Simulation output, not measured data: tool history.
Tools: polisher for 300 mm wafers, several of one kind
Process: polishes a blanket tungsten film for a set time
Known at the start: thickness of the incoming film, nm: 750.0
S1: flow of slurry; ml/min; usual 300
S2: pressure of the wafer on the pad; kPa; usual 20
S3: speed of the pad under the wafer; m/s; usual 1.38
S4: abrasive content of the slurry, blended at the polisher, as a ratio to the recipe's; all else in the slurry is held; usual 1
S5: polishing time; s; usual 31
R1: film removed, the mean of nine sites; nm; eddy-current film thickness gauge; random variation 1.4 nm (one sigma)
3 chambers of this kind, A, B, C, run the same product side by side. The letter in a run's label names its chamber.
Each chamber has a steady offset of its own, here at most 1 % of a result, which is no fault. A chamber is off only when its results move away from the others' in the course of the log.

-- day=0.208 chamber A: slurry tank refilled with fresh slurry and peroxide
run 1C day=0.262 | S1=300 S2=20 S3=1.38 S4=1 S5=31 | R1=163.33
-- day=0.354 chamber A: slurry blender recalibrated
run 2B day=0.475 | S1=300 S2=20 S3=1.38 S4=1 S5=31 | R1=163.98
run 3A day=0.679 | S1=300 S2=20 S3=1.38 S4=1 S5=31 | R1=162.44
run 4B day=0.921 | S1=300 S2=20 S3=1.38 S4=1 S5=31 | R1=164.14
-- day=1.071 chamber A: worn pad replaced by a new one
run 5C day=1.121 | S1=300 S2=20 S3=1.38 S4=1 S5=31 | R1=159.81
run 6A day=1.242 | S1=300 S2=20 S3=1.38 S4=1 S5=31 | R1=161.4
-- day=1.433 chamber B: worn pad replaced by a new one
run 7A day=1.433 | S1=300 S2=20 S3=1.38 S4=1 S5=31 | R1=161.29
run 8B day=1.65 | S1=300 S2=20 S3=1.38 S4=1 S5=31 | R1=162.79
-- day=1.704 chamber C: worn pad replaced by a new one
run 9C day=1.888 | S1=380 S2=17.2 S3=1.38 S4=1 S5=31 | R1=139.8
run 10A day=2.029 | S1=380 S2=17.2 S3=1.38 S4=1 S5=31 | R1=142.7
-- day=2.288 chamber B: slurry tank refilled with fresh slurry and peroxide
run 11C day=2.288 | S1=380 S2=17.2 S3=1.38 S4=1 S5=31 | R1=140.91
run 12B day=2.538 | S1=300 S2=20 S3=1.38 S4=1 S5=31 | R1=169.21
run 13C day=2.75 | S1=300 S2=20 S3=1.38 S4=1 S5=31 | R1=162.68
run 14B day=2.904 | S1=300 S2=20 S3=1.38 S4=1 S5=31 | R1=169.81
-- day=3.012 chamber C: slurry tank refilled with fresh slurry and peroxide
run 15A day=3.054 | S1=300 S2=13.8 S3=1.82 S4=1 S5=31 | R1=149.8
run 16B day=3.246 | S1=300 S2=13.8 S3=1.82 S4=1 S5=31 | R1=157.77
run 17A day=3.367 | S1=300 S2=13.8 S3=1.82 S4=1 S5=31 | R1=146.15
run 18C day=3.562 | S1=300 S2=20 S3=1.38 S4=1 S5=31 | R1=161.63
-- day=3.804 chamber A: slurry tank refilled with fresh slurry and peroxide
run 19C day=3.821 | S1=300 S2=20 S3=1.38 S4=1 S5=31 | R1=161.36
run 20B day=3.962 | S1=300 S2=20 S3=1.38 S4=1 S5=31 | R1=176.03
run 21A day=4.129 | S1=300 S2=20 S3=1.38 S4=1 S5=31 | R1=160.73
run 22A day=4.371 | S1=300 S2=20 S3=1.38 S4=1 S5=31 | R1=164.29
run 23B day=4.588 | S1=300 S2=20 S3=1.38 S4=1 S5=31 | R1=180.8
-- day=4.788 chamber B: worn pad replaced by a new one
run 24C day=4.842 | S1=300 S2=20 S3=1.38 S4=1 S5=31 | R1=161.43
-- day=4.867 chamber A: worn pad replaced by a new one
run 25C day=4.954 | S1=300 S2=20 S3=1.38 S4=1 S5=31 | R1=161.12
run 26B day=5.067 | S1=300 S2=20 S3=1.38 S4=1 S5=31 | R1=178.99
run 27A day=5.312 | S1=300 S2=20 S3=1.38 S4=1 S5=31 | R1=161.41

Next, every chamber runs the same settings. What will each give?
run 28A day=5.5 | S1=300 S2=20 S3=1.38 S4=1 S5=31 | R1=?
run 28B day=5.5 | S1=300 S2=20 S3=1.38 S4=1 S5=31 | R1=?
run 28C day=5.5 | S1=300 S2=20 S3=1.38 S4=1 S5=31 | R1=?

run=28A R1=165.03
run=28B R1=185.56
run=28C R1=161.32
